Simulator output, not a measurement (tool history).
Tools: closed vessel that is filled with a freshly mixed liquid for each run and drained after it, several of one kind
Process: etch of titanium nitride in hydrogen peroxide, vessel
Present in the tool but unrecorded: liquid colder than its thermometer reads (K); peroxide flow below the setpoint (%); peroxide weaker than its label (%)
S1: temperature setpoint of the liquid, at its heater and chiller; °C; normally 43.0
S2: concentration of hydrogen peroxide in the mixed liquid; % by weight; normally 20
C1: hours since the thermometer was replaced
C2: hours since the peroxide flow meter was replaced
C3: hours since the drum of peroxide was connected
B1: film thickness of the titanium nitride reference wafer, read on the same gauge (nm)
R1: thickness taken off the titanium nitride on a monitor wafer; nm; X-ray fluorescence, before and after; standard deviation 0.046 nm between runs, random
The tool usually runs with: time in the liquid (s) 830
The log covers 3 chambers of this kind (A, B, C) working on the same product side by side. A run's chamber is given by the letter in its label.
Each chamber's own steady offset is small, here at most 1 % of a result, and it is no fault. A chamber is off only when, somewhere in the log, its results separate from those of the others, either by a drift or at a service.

run 1B day=0.258 | S1=43.0 S2=20 time_in_the_liquid_(s)=830 | C1=1852.1 C2=1000.8 C3=58.2 | B1=130.00 | R1=12.958
run 2C day=0.475 | S1=43.0 S2=20 time_in_the_liquid_(s)=830 | C1=1763.0 C2=175.9 C3=234.5 | B1=130.02 | R1=12.870
run 3A day=0.688 | S1=43.0 S2=20 time_in_the_liquid_(s)=830 | C1=503.9 C2=275.3 C3=494.0 | B1=130.03 | R1=12.746
run 4A day=0.971 | S1=43.0 S2=20 time_in_the_liquid_(s)=830 | C1=510.7 C2=282.1 C3=500.8 | B1=130.00 | R1=12.720
run 5C day=1.317 | S1=43.0 S2=20 time_in_the_liquid_(s)=830 | C1=1783.2 C2=196.1 C3=254.7 | B1=130.02 | R1=12.893
run 6B day=1.525 | S1=43.0 S2=20 time_in_the_liquid_(s)=830 | C1=1882.5 C2=1031.2 C3=88.6 | B1=130.01 | R1=12.984
run 7B day=1.725 | S1=43.0 S2=20 time_in_the_liquid_(s)=830 | C1=1887.3 C2=1036.0 C3=93.4 | B1=130.00 | R1=12.837
run 8C day=2.025 | S1=43.0 S2=20 time_in_the_liquid_(s)=830 | C1=1800.2 C2=213.1 C3=271.7 | B1=130.01 | R1=12.948
run 9A day=2.225 | S1=51.0 S2=20 time_in_the_liquid_(s)=830 | C1=540.8 C2=312.2 C3=530.9 | B1=130.01 | R1=23.306
run 10B day=2.446 | S1=51.0 S2=20 time_in_the_liquid_(s)=830 | C1=1904.6 C2=1053.3 C3=110.7 | B1=130.02 | R1=23.220
run 11A day=2.738 | S1=51.0 S2=20 time_in_the_liquid_(s)=830 | C1=553.1 C2=324.5 C3=543.2 | B1=130.01 | R1=23.147
run 12C day=3.088 | S1=43.0 S2=20 time_in_the_liquid_(s)=830 | C1=1825.7 C2=238.6 C3=297.2 | B1=129.97 | R1=12.898
run 13A day=3.275 | S1=46.5 S2=20 time_in_the_liquid_(s)=830 | C1=566.0 C2=337.4 C3=556.1 | B1=129.99 | R1=16.575
run 14B day=3.467 | S1=46.5 S2=20 time_in_the_liquid_(s)=830 | C1=1929.1 C2=1077.8 C3=135.2 | B1=130.02 | R1=16.787
run 15C day=3.767 | S1=46.5 S2=20 time_in_the_liquid_(s)=830 | C1=1842.0 C2=254.9 C3=313.5 | B1=130.00 | R1=16.695
run 16C day=3.996 | S1=43.0 S2=20 time_in_the_liquid_(s)=830 | C1=1847.5 C2=260.4 C3=319.0 | B1=129.98 | R1=12.906
run 17A day=4.283 | S1=43.0 S2=20 time_in_the_liquid_(s)=830 | C1=590.2 C2=361.6 C3=580.3 | B1=130.00 | R1=12.489
run 18B day=4.450 | S1=43.0 S2=20 time_in_the_liquid_(s)=830 | C1=1952.7 C2=1101.4 C3=158.8 | B1=130.02 | R1=12.964
run 19C day=4.779 | S1=43.0 S2=20 time_in_the_liquid_(s)=830 | C1=1866.3 C2=279.2 C3=337.8 | B1=129.99 | R1=12.904
run 20B day=5.104 | S1=43.0 S2=20 time_in_the_liquid_(s)=830 | C1=1968.4 C2=1117.1 C3=174.5 | B1=129.98 | R1=12.995
run 21A day=5.375 | S1=43.0 S2=20 time_in_the_liquid_(s)=830 | C1=616.4 C2=387.8 C3=606.5 | B1=130.00 | R1=12.476

Decide between three cases: one chamber stands off from its peers, the gauge reading all wafers drifts, or nothing is wrong past each chamber's small offset. Where a chamber is off, say which and what most likely put it there.

One chamber, A, drifts off from the rest bit by bit.
What lies behind it: liquid colder than its thermometer reads (K) = 0.276.
The log may not tell that from: peroxide flow below the setpoint (%); peroxide weaker than its label (%).

Here are 4 candidates for chamber A's next run, each the usual settings with a change, their results left as question marks. Which one brings its results back in line with what the others give on the usual settings?
In line here means within this much of the mean the other chambers give on the usual settings: R1 0.160 nm
run 22A-1 day=5.642 | S1=42.5 S2=20 time_in_the_liquid_(s)=815 | R1=?
run 22A-2 day=5.642 | S1=43.0 S2=20 time_in_the_liquid_(s)=800 | R1=?
run 22A-3 day=5.642 | S1=43.5 S2=20 time_in_the_liquid_(s)=845 | R1=?
run 22A-4 day=5.642 | S1=43.5 S2=20 time_in_the_liquid_(s)=830 | R1=?

Other chambers, usual settings, mean: R1 12.922 nm
run=22A-1 R1=11.788
run=22A-2 R1=12.017
run=22A-3 R1=13.191
run=22A-4 R1=12.957
22A-4 brings the chamber back in line.

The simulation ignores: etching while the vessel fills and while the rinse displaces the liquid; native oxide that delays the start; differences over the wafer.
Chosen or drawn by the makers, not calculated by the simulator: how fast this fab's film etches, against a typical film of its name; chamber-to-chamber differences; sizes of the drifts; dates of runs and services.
